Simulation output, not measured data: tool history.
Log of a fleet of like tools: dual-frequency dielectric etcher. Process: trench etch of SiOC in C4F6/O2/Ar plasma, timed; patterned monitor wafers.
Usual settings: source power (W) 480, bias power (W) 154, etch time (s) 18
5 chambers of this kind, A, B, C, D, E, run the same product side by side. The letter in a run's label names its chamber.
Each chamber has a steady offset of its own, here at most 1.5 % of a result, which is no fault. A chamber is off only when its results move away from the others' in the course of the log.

run,day,source power (W),bias power (W),etch time (s),"read-back reference wafer on the same gauge, depth_nm",mean etch depth across the wafer (angstrom)
# day 0.425: chamber A: wet clean of the chamber
1D,0.592,480,154,18,38.591,386.79
2B,0.888,480,154,18,38.576,382.06
3A,1.254,480,154,18,38.579,381
4E,1.846,480,154,18,38.561,384.43
5C,2.15,480,187,20.5,38.563,456.47
6A,2.542,480,187,20.5,38.562,459.35
7B,3.125,480,187,20.5,38.549,460.83
8E,3.629,480,187,20.5,38.552,464.21
9D,3.917,480,187,20.5,38.534,465.81
10C,4.4,480,154,23,38.523,483.2
11C,4.742,480,154,23,38.516,481.8
# day 5.142: chamber B: wet clean of the chamber
12B,5.329,480,154,23,38.505,486.59
13E,5.933,480,154,23,38.494,489.77
14A,6.229,480,154,23,38.497,486.48
15D,6.725,480,154,18,38.475,385.83
16A,7.096,480,154,18,38.487,379.15
# day 7.521: chamber D: wet clean of the chamber
17C,7.525,480,154,18,38.471,375.46
18B,8.038,480,154,18,38.484,380.28
19D,8.529,480,154,18,38.471,385.53
# day 8.838: chamber B: bias power generator calibrated
20E,8.871,480,154,18,38.466,382.25
21B,9.212,480,154,18,38.443,380.21
22D,9.542,480,154,18,38.434,384.29
23A,10,480,154,18,38.458,380.5
24E,10.425,480,154,18,38.436,382.65
25C,10.762,480,154,18,38.432,376.04
26C,11.158,480,154,18,38.427,375.64
27A,11.692,480,154,18,38.407,378.91
28B,12.296,480,154,18,38.394,380.26
29D,12.562,480,154,18,38.385,383.41
# day 12.908: chamber E: wet clean of the chamber
30E,12.946,480,154,18,38.402,383.38
31C,13.533,480,154,18,38.391,375.35

What goes on in this fleet: one chamber off, a drifting gauge, or nothing beyond the chambers' own small offsets? Name the chamber and the cause, if any.

The gauge drifts, so all chambers seem to drift together. No chamber is off.
Cause: gauge reads low (%) = 0.593.

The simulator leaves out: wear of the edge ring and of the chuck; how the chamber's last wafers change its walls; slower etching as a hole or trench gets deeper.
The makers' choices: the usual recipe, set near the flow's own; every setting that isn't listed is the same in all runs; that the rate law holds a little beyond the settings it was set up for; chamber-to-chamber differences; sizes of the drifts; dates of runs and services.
